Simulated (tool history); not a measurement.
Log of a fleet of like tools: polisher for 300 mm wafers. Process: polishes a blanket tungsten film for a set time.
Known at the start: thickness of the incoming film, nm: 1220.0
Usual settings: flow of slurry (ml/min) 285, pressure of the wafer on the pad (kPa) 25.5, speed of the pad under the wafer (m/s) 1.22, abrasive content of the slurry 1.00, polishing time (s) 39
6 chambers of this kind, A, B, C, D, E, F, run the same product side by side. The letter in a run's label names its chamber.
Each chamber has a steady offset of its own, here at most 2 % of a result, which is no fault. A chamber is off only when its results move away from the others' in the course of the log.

run,hour,flow of slurry (ml/min),pressure of the wafer on the pad (kPa),speed of the pad under the wafer (m/s),abrasive content of the slurry,polishing time (s),film removed (nm)
# hour 3.1: chamber A: slurry tank refilled with fresh slurry and peroxide
1D,3.4,285,25.5,1.22,1.00,39,237.79
2F,8.9,285,25.5,1.22,1.00,39,239.34
# hour 10.9: chamber A: worn pad replaced by a new one
3A,13.0,285,25.5,1.22,1.00,39,241.10
# hour 16.6: chamber F: worn pad replaced by a new one
4C,18.9,285,25.5,1.22,1.00,39,232.70
5B,24.1,240,20.0,1.22,1.00,39,182.14
# hour 24.9: chamber B: worn pad replaced by a new one
6E,30.5,240,20.0,1.22,1.00,39,182.83
7D,36.9,240,20.0,1.22,1.00,39,183.80
8A,41.3,240,20.0,1.22,1.00,39,181.62
9B,46.2,240,20.0,1.22,1.00,39,179.46
# hour 47.2: chamber C: worn pad replaced by a new one
10C,51.1,240,20.0,1.22,1.00,39,183.36
# hour 55.0: chamber D: worn pad replaced by a new one
# hour 56.0: chamber B: slurry tank refilled with fresh slurry and peroxide
11E,56.1,285,25.5,1.22,1.00,39,236.95
# hour 60.6: chamber A: worn pad replaced by a new one
12F,62.4,285,25.5,1.22,1.00,39,233.73
13B,66.1,285,25.5,1.22,1.00,39,230.54
# hour 66.3: chamber F: slurry tank refilled with fresh slurry and peroxide
14F,72.3,230,25.5,1.22,1.00,52,309.45
# hour 73.9: chamber C: head pressure recalibrated
# hour 76.2: chamber C: slurry tank refilled with fresh slurry and peroxide
15D,77.5,230,25.5,1.22,1.00,52,312.40
# hour 79.0: chamber E: worn pad replaced by a new one
# hour 79.1: chamber E: slurry tank refilled with fresh slurry and peroxide
# hour 81.0: chamber A: slurry tank refilled with fresh slurry and peroxide
16A,83.8,230,25.5,1.22,1.00,52,310.40
17E,88.3,230,25.5,1.22,1.00,52,310.89
# hour 90.8: chamber F: worn pad replaced by a new one
18C,91.7,230,25.5,1.22,1.00,52,308.55
# hour 95.1: chamber B: worn pad replaced by a new one
19D,95.5,230,25.5,1.22,1.00,52,311.48
# hour 97.2: chamber C: slurry nozzle cleaned
20A,100.5,285,25.5,1.22,1.00,39,241.73
# hour 103.0: chamber C: worn pad replaced by a new one
21B,105.3,285,25.5,1.22,1.00,39,233.67
# hour 106.2: chamber E: slurry nozzle cleaned
22C,109.2,285,25.5,1.22,1.00,39,236.76
23E,112.8,285,25.5,1.22,1.00,39,240.15
# hour 114.4: chamber E: slurry blender recalibrated
24F,119.5,285,25.5,1.22,1.00,39,238.49
# hour 119.9: chamber A: worn pad replaced by a new one
# hour 126.1: chamber D: worn pad replaced by a new one
25C,126.1,285,25.5,1.22,1.00,39,232.80
26F,132.1,285,25.5,1.22,1.00,39,240.50
# hour 135.4: chamber D: slurry nozzle cleaned
27A,136.8,285,25.5,1.22,1.00,39,238.15
28E,141.4,285,25.5,1.22,1.00,39,238.43
29D,146.0,285,25.5,1.22,1.00,39,237.33
# hour 146.9: chamber B: slurry blender recalibrated
30B,149.8,285,25.5,1.22,1.00,39,239.50
31F,154.1,285,25.5,1.22,1.25,39,248.83
# hour 154.6: chamber B: slurry tank refilled with fresh slurry and peroxide
# hour 156.3: chamber E: worn pad replaced by a new one
# hour 156.5: chamber C: worn pad replaced by a new one
32B,159.4,285,25.5,1.22,1.25,39,243.06
33D,164.1,285,25.5,1.22,1.25,39,252.83
34E,168.6,285,25.5,1.22,1.25,39,255.85
# hour 169.4: chamber A: worn pad replaced by a new one
# hour 170.0: chamber A: slurry tank refilled with fresh slurry and peroxide
35C,172.6,285,25.5,1.22,1.25,39,246.53
36A,178.0,285,25.5,1.22,1.25,39,251.21

What goes on in this fleet: one chamber off, a drifting gauge, or nothing beyond the chambers' own small offsets? Name the chamber and the cause, if any.

No chamber stands off beyond its own small offset, and the gauge holds steady.
